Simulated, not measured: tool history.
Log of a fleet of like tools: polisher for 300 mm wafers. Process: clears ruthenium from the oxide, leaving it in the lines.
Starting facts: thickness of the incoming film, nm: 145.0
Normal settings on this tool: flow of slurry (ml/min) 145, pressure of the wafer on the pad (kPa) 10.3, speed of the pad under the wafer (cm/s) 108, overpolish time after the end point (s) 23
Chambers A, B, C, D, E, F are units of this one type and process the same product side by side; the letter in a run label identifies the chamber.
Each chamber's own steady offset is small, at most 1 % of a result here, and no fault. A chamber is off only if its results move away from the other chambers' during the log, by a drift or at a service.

| run | day | flow of slurry (ml/min) | pressure of the wafer on the pad (kPa) | speed of the pad under the wafer (cm/s) | overpolish time after the end point (s) | time until the end point was called (s) |
|---|---|---|---|---|---|---|
| 1D | 0.162 | 145 | 10.3 | 108 | 23 | 142.49 |
| 2B | 0.312 | 145 | 10.3 | 108 | 23 | 142.66 |
|  | 0.438 | chamber B: worn pad replaced by a new one |
| 3A | 0.442 | 145 | 10.3 | 108 | 23 | 147.52 |
| 4C | 0.533 | 145 | 10.3 | 108 | 23 | 139.81 |
| 5E | 0.712 | 145 | 10.3 | 108 | 23 | 144.87 |
| 6F | 0.796 | 145 | 10.3 | 108 | 23 | 141.25 |
| 7E | 0.967 | 145 | 10.3 | 108 | 23 | 144.98 |
| 8B | 1.092 | 145 | 10.3 | 108 | 23 | 143.72 |
|  | 1.108 | chamber E: worn pad replaced by a new one |
| 9D | 1.2 | 145 | 10.3 | 108 | 23 | 144.39 |
|  | 1.283 | chamber F: slurry nozzle cleaned |
| 10C | 1.354 | 145 | 10.3 | 108 | 23 | 150.75 |
|  | 1.379 | chamber E: head pressure recalibrated |
| 11F | 1.442 | 145 | 10.3 | 108 | 19 | 140.45 |
| 12A | 1.583 | 145 | 10.3 | 108 | 19 | 141.76 |
| 13D | 1.7 | 145 | 10.3 | 108 | 19 | 138.31 |
| 14E | 1.854 | 145 | 10.3 | 108 | 19 | 139.47 |
|  | 1.929 | chamber C: worn pad replaced by a new one |
| 15B | 1.954 | 145 | 10.3 | 108 | 19 | 145.96 |
| 16F | 2.092 | 145 | 10.3 | 108 | 19 | 143.47 |
|  | 2.104 | chamber D: worn pad replaced by a new one |
| 17A | 2.179 | 145 | 10.3 | 108 | 23 | 146.56 |
| 18C | 2.358 | 145 | 9 | 108 | 23 | 163.35 |
| 19B | 2.483 | 145 | 9 | 108 | 23 | 165.08 |
| 20C | 2.592 | 145 | 9 | 108 | 23 | 159.21 |
| 21A | 2.729 | 145 | 9 | 108 | 23 | 164.49 |
| 22F | 2.825 | 145 | 9 | 108 | 23 | 170.15 |
| 23D | 2.921 | 145 | 9 | 108 | 23 | 158.49 |
| 24E | 3.071 | 145 | 7.6 | 108 | 23 | 194.78 |
| 25B | 3.175 | 145 | 7.6 | 108 | 23 | 193.92 |
| 26F | 3.267 | 145 | 7.6 | 108 | 23 | 201.18 |
| 27A | 3.421 | 145 | 7.6 | 108 | 23 | 194.14 |
| 28C | 3.6 | 145 | 7.6 | 108 | 23 | 189.19 |
| 29E | 3.729 | 145 | 7.6 | 108 | 23 | 188.77 |
|  | 3.775 | chamber B: slurry nozzle cleaned |
| 30D | 3.854 | 145 | 10.3 | 108 | 23 | 141.08 |
| 31A | 4.004 | 145 | 10.3 | 108 | 23 | 144.05 |
| 32E | 4.171 | 145 | 10.3 | 108 | 23 | 144.99 |
| 33B | 4.329 | 145 | 10.3 | 108 | 23 | 145.44 |
| 34C | 4.45 | 145 | 10.3 | 108 | 23 | 140.07 |
|  | 4.525 | chamber D: worn pad replaced by a new one |
|  | 4.608 | chamber A: slurry nozzle cleaned |
| 35F | 4.621 | 145 | 10.3 | 108 | 23 | 159.65 |
| 36D | 4.733 | 145 | 10.3 | 108 | 23 | 141.92 |
| 37F | 4.821 | 145 | 10.3 | 108 | 23 | 154.05 |
| 38C | 4.992 | 145 | 10.3 | 108 | 23 | 142.38 |
| 39D | 5.104 | 195 | 10.3 | 108 | 27 | 136.1 |
| 40B | 5.242 | 195 | 10.3 | 108 | 27 | 135.86 |
| 41A | 5.404 | 195 | 10.3 | 108 | 27 | 137.12 |
| 42E | 5.496 | 195 | 10.3 | 108 | 27 | 135.64 |
| 43B | 5.683 | 195 | 10.3 | 108 | 27 | 135.99 |
| 44E | 5.771 | 195 | 10.3 | 108 | 27 | 137.86 |

Is one chamber off against the others, does the gauge drift, or is nothing wrong? If a chamber is off, say which, and what the likeliest cause is.

Chamber F drifts away from the others.
Likeliest cause: removal rate lost through wear of the pad, % = 9.91.
From this log alone, it may not be told apart from: slurry flow missing at the pad, %; head's pressure below its setpoint, %.

Below are 4 candidate recipes for chamber F's next run, each the usual settings with a change, their results shown as question marks. Which of them brings F's results back in line with what the other chambers give on the usual settings?
In line here means within this much of the mean the other chambers give on the usual settings: time until the end point was called (s) 8.3
| 45F-1 | 5.912 | 145 | 10.3 | 118 | 23 | ? |
| 45F-2 | 5.912 | 140 | 10.3 | 90 | 23 | ? |
| 45F-3 | 5.912 | 145 | 10.3 | 98 | 23 | ? |
| 45F-4 | 5.912 | 145 | 12.4 | 108 | 23 | ? |

What the other chambers average on the usual settings: time until the end point was called (s) 142.96
| run | time until the end point was called (s) |
|---|---|
| 45F-1 | 145.77 |
| 45F-2 | 191.55 |
| 45F-3 | 175.03 |
| 45F-4 | 132.49 |
45F-1 is the one that brings the chamber's results back in line with the other chambers.
